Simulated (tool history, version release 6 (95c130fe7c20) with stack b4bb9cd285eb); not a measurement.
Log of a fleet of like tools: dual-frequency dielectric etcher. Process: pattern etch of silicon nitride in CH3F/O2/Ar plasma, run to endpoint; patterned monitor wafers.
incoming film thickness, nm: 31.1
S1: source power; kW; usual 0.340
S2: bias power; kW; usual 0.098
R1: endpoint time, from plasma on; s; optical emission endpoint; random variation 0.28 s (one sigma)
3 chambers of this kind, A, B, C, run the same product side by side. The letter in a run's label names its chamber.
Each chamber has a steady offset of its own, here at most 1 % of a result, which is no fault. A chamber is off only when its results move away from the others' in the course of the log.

{"run": "1A", "hour": 7.9, "S1": 0.34, "S2": 0.098, "R1": 42.587}
{"run": "2B", "hour": 19.1, "S1": 0.34, "S2": 0.098, "R1": 42.695}
{"run": "3C", "hour": 30.1, "S1": 0.34, "S2": 0.098, "R1": 42.373}
{"run": "4C", "hour": 38.6, "S1": 0.34, "S2": 0.098, "R1": 42.65}
{"run": "5B", "hour": 47.8, "S1": 0.34, "S2": 0.098, "R1": 42.811}
{"run": "6A", "hour": 59.2, "S1": 0.42, "S2": 0.112, "R1": 37.533}
{"run": "7C", "hour": 71.3, "S1": 0.42, "S2": 0.112, "R1": 36.959}
{"run": "8B", "hour": 77.7, "S1": 0.42, "S2": 0.112, "R1": 37.281}
{"run": "9A", "hour": 89.2, "S1": 0.34, "S2": 0.098, "R1": 42.683}
{"run": "10C", "hour": 99.4, "S1": 0.34, "S2": 0.098, "R1": 42.55}
{"run": "11A", "hour": 111.7, "S1": 0.34, "S2": 0.098, "R1": 42.533}
{"run": "12B", "hour": 118.9, "S1": 0.34, "S2": 0.098, "R1": 42.788}
{"run": "13B", "hour": 127.8, "S1": 0.34, "S2": 0.098, "R1": 42.57}
{"hour": 140.2, "done": "chamber B: wet clean of the chamber"}
{"run": "14C", "hour": 140.5, "S1": 0.37, "S2": 0.098, "R1": 41.315}
{"run": "15A", "hour": 151.3, "S1": 0.37, "S2": 0.098, "R1": 41.583}
{"run": "16A", "hour": 162.3, "S1": 0.37, "S2": 0.098, "R1": 41.715}
{"run": "17B", "hour": 174.2, "S1": 0.34, "S2": 0.098, "R1": 42.748}
{"hour": 175.7, "done": "chamber B: source power generator calibrated"}
{"run": "18C", "hour": 183.1, "S1": 0.4, "S2": 0.083, "R1": 42.903}
{"run": "19A", "hour": 191.9, "S1": 0.4, "S2": 0.083, "R1": 43.312}
{"run": "20C", "hour": 204.9, "S1": 0.4, "S2": 0.083, "R1": 42.615}
{"run": "21B", "hour": 213.1, "S1": 0.34, "S2": 0.098, "R1": 43.114}
{"run": "22B", "hour": 219.3, "S1": 0.34, "S2": 0.098, "R1": 41.989}
{"run": "23A", "hour": 225.3, "S1": 0.34, "S2": 0.098, "R1": 43.743}
{"run": "24C", "hour": 233.8, "S1": 0.34, "S2": 0.083, "R1": 45.347}
{"run": "25B", "hour": 243.1, "S1": 0.34, "S2": 0.083, "R1": 44.935}
{"run": "26A", "hour": 249.1, "S1": 0.34, "S2": 0.083, "R1": 46.965}
{"run": "27C", "hour": 259.0, "S1": 0.34, "S2": 0.098, "R1": 42.293}

Is one chamber off against the others, does the gauge drift, or is nothing wrong? If a chamber is off, say which, and what the likeliest cause is.

Chamber A drifts away from the others.
Cause: etch rate under this chamber's usual, % = 4.08.

Here are 4 candidates for chamber A's next run, each the usual settings with a change, their results left as question marks. Which one brings its results back in line with what the others give on the usual settings?
In line means no further than this from the other chambers' mean on the usual settings: R1 0.970 s
{"run": "28A-1", "hour": 268.5, "S1": 0.34, "S2": 0.108, "R1": "?"}
{"run": "28A-2", "hour": 268.5, "S1": 0.27, "S2": 0.098, "R1": "?"}
{"run": "28A-3", "hour": 268.5, "S1": 0.34, "S2": 0.118, "R1": "?"}
{"run": "28A-4", "hour": 268.5, "S1": 0.32, "S2": 0.093, "R1": "?"}

The other chambers' mean on the usual settings: R1 42.674 s
run=28A-1 R1=42.644
run=28A-2 R1=48.180
run=28A-3 R1=41.224
run=28A-4 R1=46.137
28A-1 brings the chamber back in line.
